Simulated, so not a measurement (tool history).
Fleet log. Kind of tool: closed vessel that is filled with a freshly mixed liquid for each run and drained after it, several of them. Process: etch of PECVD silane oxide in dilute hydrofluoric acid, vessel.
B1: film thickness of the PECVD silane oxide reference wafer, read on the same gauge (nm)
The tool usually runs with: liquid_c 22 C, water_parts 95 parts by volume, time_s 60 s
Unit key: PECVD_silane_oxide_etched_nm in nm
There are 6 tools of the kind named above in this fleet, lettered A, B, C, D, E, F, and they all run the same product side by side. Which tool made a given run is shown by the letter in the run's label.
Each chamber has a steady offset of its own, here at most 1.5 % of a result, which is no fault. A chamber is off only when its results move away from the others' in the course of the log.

Run 1E, day 0.208: usual settings; B1 39.971. Result: PECVD_silane_oxide_etched_nm 28.768 nm.
At day 0.35: chamber C: thermometer replaced.
Run 2A, day 0.371: usual settings; B1 39.983. Result: PECVD_silane_oxide_etched_nm 28.355 nm.
Run 3B, day 0.596: usual settings; B1 40.006. Result: PECVD_silane_oxide_etched_nm 28.526 nm.
At day 0.671: chamber E: hydrofluoric acid flow meter replaced.
Run 4F, day 0.775: usual settings; B1 40.003. Result: PECVD_silane_oxide_etched_nm 28.274 nm.
Run 5C, day 0.992: usual settings; B1 39.985. Result: PECVD_silane_oxide_etched_nm 27.741 nm.
At day 1.021: chamber B: hydrofluoric acid flow meter replaced.
Run 6D, day 1.112: usual settings; B1 40.007. Result: PECVD_silane_oxide_etched_nm 28.526 nm.
At day 1.2: chamber C: hydrofluoric acid flow meter replaced.
Run 7B, day 1.271: usual settings; B1 40.04. Result: PECVD_silane_oxide_etched_nm 28.646 nm.
Run 8D, day 1.404: usual settings; B1 40.018. Result: PECVD_silane_oxide_etched_nm 28.252 nm.
Run 9A, day 1.567: usual settings; B1 40.003. Result: PECVD_silane_oxide_etched_nm 28.379 nm.
Run 10E, day 1.783: usual settings but time_s 35 s; B1 40.032. Result: PECVD_silane_oxide_etched_nm 17.34 nm.
Run 11F, day 1.992: usual settings but time_s 35 s; B1 40.005. Result: PECVD_silane_oxide_etched_nm 16.503 nm.
Run 12C, day 2.162: usual settings but time_s 35 s; B1 39.967. Result: PECVD_silane_oxide_etched_nm 16.375 nm.
Run 13F, day 2.388: usual settings but time_s 35 s; B1 39.95. Result: PECVD_silane_oxide_etched_nm 16.632 nm.
Run 14D, day 2.571: usual settings but time_s 35 s; B1 39.986. Result: PECVD_silane_oxide_etched_nm 16.706 nm.
Run 15E, day 2.717: usual settings but time_s 35 s; B1 40.044. Result: PECVD_silane_oxide_etched_nm 17.24 nm.
Run 16C, day 2.867: usual settings; B1 39.99. Result: PECVD_silane_oxide_etched_nm 28.019 nm.
Run 17B, day 3.054: usual settings; B1 39.97. Result: PECVD_silane_oxide_etched_nm 28.479 nm.
Run 18A, day 3.167: usual settings; B1 40.008. Result: PECVD_silane_oxide_etched_nm 28.286 nm.
Run 19B, day 3.342: usual settings but liquid_c 20 C, water_parts 115 parts by volume; B1 39.975. Result: PECVD_silane_oxide_etched_nm 21.438 nm.
Run 20D, day 3.567: usual settings but liquid_c 20 C, water_parts 115 parts by volume; B1 39.963. Result: PECVD_silane_oxide_etched_nm 21.229 nm.
Run 21F, day 3.671: usual settings but liquid_c 20 C, water_parts 115 parts by volume; B1 40.03. Result: PECVD_silane_oxide_etched_nm 21.152 nm.
Run 22C, day 3.808: usual settings but liquid_c 20 C, water_parts 115 parts by volume; B1 39.987. Result: PECVD_silane_oxide_etched_nm 20.622 nm.
Run 23A, day 3.988: usual settings but liquid_c 20 C, water_parts 115 parts by volume; B1 40.011. Result: PECVD_silane_oxide_etched_nm 21.179 nm.
Run 24E, day 4.162: usual settings but liquid_c 20 C, water_parts 115 parts by volume; B1 40.021. Result: PECVD_silane_oxide_etched_nm 22.612 nm.
Run 25A, day 4.275: usual settings; B1 40.013. Result: PECVD_silane_oxide_etched_nm 28.186 nm.
Run 26F, day 4.45: usual settings; B1 39.992. Result: PECVD_silane_oxide_etched_nm 28.582 nm.
Run 27C, day 4.596: usual settings; B1 39.998. Result: PECVD_silane_oxide_etched_nm 28.146 nm.
Run 28E, day 4.829: usual settings; B1 40.034. Result: PECVD_silane_oxide_etched_nm 30.794 nm.
Run 29D, day 4.933: usual settings; B1 39.993. Result: PECVD_silane_oxide_etched_nm 28.209 nm.
Run 30B, day 5.071: usual settings; B1 40.065. Result: PECVD_silane_oxide_etched_nm 28.377 nm.
Run 31B, day 5.179: usual settings; B1 40.001. Result: PECVD_silane_oxide_etched_nm 28.571 nm.
Run 32E, day 5.346: usual settings; B1 39.992. Result: PECVD_silane_oxide_etched_nm 30.765 nm.
Run 33F, day 5.504: usual settings; B1 40.01. Result: PECVD_silane_oxide_etched_nm 28.485 nm.
Run 34A, day 5.712: usual settings; B1 39.991. Result: PECVD_silane_oxide_etched_nm 28.445 nm.
Run 35C, day 5.862: usual settings; B1 39.985. Result: PECVD_silane_oxide_etched_nm 28.392 nm.
Run 36D, day 6.029: usual settings; B1 40.052. Result: PECVD_silane_oxide_etched_nm 28.501 nm.
Run 37A, day 6.212: usual settings; B1 40.006. Result: PECVD_silane_oxide_etched_nm 28.22 nm.
Run 38B, day 6.417: usual settings; B1 40.027. Result: PECVD_silane_oxide_etched_nm 28.565 nm.
Run 39C, day 6.562: usual settings; B1 40.009. Result: PECVD_silane_oxide_etched_nm 28.057 nm.
Run 40E, day 6.762: usual settings; B1 39.974. Result: PECVD_silane_oxide_etched_nm 31.573 nm.

For the next run the whole fleet of 6 chambers uses the same settings. Give each chamber's results:
Run 41A, day 6.933: usual settings. Result: PECVD_silane_oxide_etched_nm ?.
Run 41B, day 6.933: usual settings. Result: PECVD_silane_oxide_etched_nm ?.
Run 41C, day 6.933: usual settings. Result: PECVD_silane_oxide_etched_nm ?.
Run 41D, day 6.933: usual settings. Result: PECVD_silane_oxide_etched_nm ?.
Run 41E, day 6.933: usual settings. Result: PECVD_silane_oxide_etched_nm ?.
Run 41F, day 6.933: usual settings. Result: PECVD_silane_oxide_etched_nm ?.

run  PECVD_silane_oxide_etched_nm
41A                        28.247
41B                        28.413
41C                        28.415
41D                        28.424
41E                         31.73
41F                        28.671
